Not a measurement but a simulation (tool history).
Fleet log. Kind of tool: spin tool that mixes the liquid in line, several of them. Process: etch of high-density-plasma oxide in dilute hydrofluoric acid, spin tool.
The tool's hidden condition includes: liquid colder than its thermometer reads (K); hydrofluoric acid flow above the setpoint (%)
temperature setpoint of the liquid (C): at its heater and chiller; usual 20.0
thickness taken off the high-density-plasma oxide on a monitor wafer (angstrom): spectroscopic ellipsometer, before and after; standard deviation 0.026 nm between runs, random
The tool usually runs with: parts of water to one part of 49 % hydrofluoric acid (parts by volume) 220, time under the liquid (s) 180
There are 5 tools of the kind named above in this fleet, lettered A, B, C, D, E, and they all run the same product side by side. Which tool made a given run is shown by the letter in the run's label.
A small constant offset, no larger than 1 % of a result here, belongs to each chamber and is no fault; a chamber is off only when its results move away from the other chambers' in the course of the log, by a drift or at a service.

| run | hour | temperature setpoint of the liquid (C) | parts of water to one part of 49 % hydrofluoric acid (parts by volume) | time under the liquid (s) | hours since the thermometer was replaced | hours since the hydrofluoric acid flow meter was replaced | read-back film thickness of the high-density-plasma oxide reference wafer, read on the same gauge (nm) | thickness taken off the high-density-plasma oxide on a monitor wafer (angstrom) |
|---|---|---|---|---|---|---|---|---|
|  | 3.3 | chamber C: thermometer replaced |
| 1E | 7.1 | 20.0 | 220 | 180 | 844.3 | 491.7 | 150.00 | 38.941 |
| 2C | 14.0 | 20.0 | 220 | 180 | 10.8 | 713.8 | 150.00 | 39.258 |
| 3B | 19.3 | 20.0 | 220 | 180 | 679.6 | 24.7 | 149.99 | 38.152 |
| 4A | 24.3 | 20.0 | 220 | 180 | 964.1 | 683.0 | 149.97 | 38.572 |
| 5D | 27.7 | 24.0 | 220 | 180 | 528.1 | 1503.7 | 150.00 | 45.143 |
| 6C | 34.5 | 24.0 | 220 | 180 | 31.3 | 734.3 | 150.01 | 45.885 |
| 7E | 38.4 | 24.0 | 220 | 180 | 875.6 | 523.0 | 149.98 | 44.606 |
| 8B | 44.5 | 24.0 | 220 | 180 | 704.8 | 49.9 | 150.01 | 44.730 |
| 9A | 51.3 | 24.0 | 220 | 180 | 991.1 | 710.0 | 150.01 | 44.722 |
| 10D | 57.3 | 20.0 | 220 | 180 | 557.7 | 1533.3 | 150.02 | 38.745 |
| 11E | 60.9 | 20.0 | 220 | 180 | 898.1 | 545.5 | 149.97 | 38.758 |
| 12B | 66.0 | 20.0 | 220 | 180 | 726.3 | 71.4 | 150.00 | 38.699 |
| 13D | 72.3 | 20.0 | 220 | 180 | 572.7 | 1548.3 | 149.99 | 38.204 |
| 14A | 79.3 | 20.0 | 220 | 180 | 1019.1 | 738.0 | 149.99 | 38.529 |
| 15C | 84.9 | 24.0 | 220 | 180 | 81.7 | 784.7 | 149.99 | 45.832 |
| 16C | 90.9 | 24.0 | 220 | 180 | 87.7 | 790.7 | 149.99 | 46.139 |
| 17B | 94.9 | 24.0 | 220 | 180 | 755.2 | 100.3 | 149.97 | 44.566 |
| 18D | 102.2 | 24.0 | 220 | 180 | 602.6 | 1578.2 | 150.02 | 44.465 |
|  | 105.3 | chamber D: hydrofluoric acid flow meter replaced |
| 19E | 109.5 | 24.0 | 220 | 180 | 946.7 | 594.1 | 150.01 | 44.622 |
| 20A | 113.3 | 20.0 | 220 | 180 | 1053.1 | 772.0 | 149.96 | 38.118 |
| 21E | 118.9 | 23.5 | 220 | 180 | 956.1 | 603.5 | 150.02 | 43.629 |
| 22C | 126.0 | 23.5 | 220 | 180 | 122.8 | 825.8 | 149.99 | 45.247 |
| 23D | 133.2 | 23.5 | 220 | 180 | 633.6 | 27.9 | 150.01 | 44.202 |
| 24B | 139.7 | 23.5 | 220 | 180 | 800.0 | 145.1 | 150.00 | 44.062 |
| 25A | 146.5 | 23.5 | 220 | 180 | 1086.3 | 805.2 | 149.99 | 43.783 |
| 26D | 153.4 | 20.0 | 220 | 180 | 653.8 | 48.1 | 149.99 | 38.377 |
| 27C | 157.3 | 20.0 | 220 | 180 | 154.1 | 857.1 | 149.96 | 40.907 |
| 28E | 162.0 | 20.0 | 220 | 180 | 999.2 | 646.6 | 149.99 | 38.565 |
| 29A | 166.1 | 20.0 | 220 | 180 | 1105.9 | 824.8 | 150.00 | 39.006 |
| 30B | 171.9 | 20.0 | 220 | 180 | 832.2 | 177.3 | 150.01 | 38.703 |
| 31D | 177.1 | 20.0 | 220 | 180 | 677.5 | 71.8 | 150.03 | 38.026 |
| 32E | 184.0 | 20.0 | 220 | 180 | 1021.2 | 668.6 | 149.98 | 38.904 |
| 33C | 187.9 | 20.0 | 220 | 180 | 184.7 | 887.7 | 149.99 | 40.587 |
| 34B | 191.6 | 20.0 | 220 | 180 | 851.9 | 197.0 | 149.99 | 38.706 |
| 35A | 198.7 | 20.0 | 220 | 180 | 1138.5 | 857.4 | 150.01 | 39.219 |
| 36D | 205.4 | 20.0 | 220 | 180 | 705.8 | 100.1 | 150.00 | 38.333 |
| 37B | 211.9 | 18.0 | 300 | 180 | 872.2 | 217.3 | 150.00 | 24.357 |

Which is it: a chamber that has drifted or been left off by a service, a gauge drift common to all chambers, or only each chamber's usual small offset? If a chamber is off, name it and its likeliest cause.

One chamber, C, drifts off from the rest bit by bit.
Likeliest cause: hydrofluoric acid flow above the setpoint (%) = 3.94.
Not necessarily distinguishable in this log from: liquid hotter than its thermometer reads (K).

Below are 4 candidate recipes for chamber C's next run, each the usual settings with a change, their results shown as question marks. Which of them brings C's results back in line with what the other chambers give on the usual settings?
Allowed miss from the other chambers' usual-settings mean, per result, to count as in line: thickness taken off the high-density-plasma oxide on a monitor wafer (angstrom) 0.910
| 38C-1 | 217.1 | 20.0 | 215 | 185 |  |  |  | ? |
| 38C-2 | 217.1 | 20.0 | 215 | 180 |  |  |  | ? |
| 38C-3 | 217.1 | 20.0 | 220 | 175 |  |  |  | ? |
| 38C-4 | 217.1 | 20.0 | 220 | 170 |  |  |  | ? |

Usual-settings mean across the other chambers: thickness taken off the high-density-plasma oxide on a monitor wafer (angstrom) 38.575
| run | thickness taken off the high-density-plasma oxide on a monitor wafer (angstrom) |
|---|---|
| 38C-1 | 43.491 |
| 38C-2 | 42.315 |
| 38C-3 | 40.034 |
| 38C-4 | 38.890 |
It is 38C-4 that realigns the chamber with its peers.
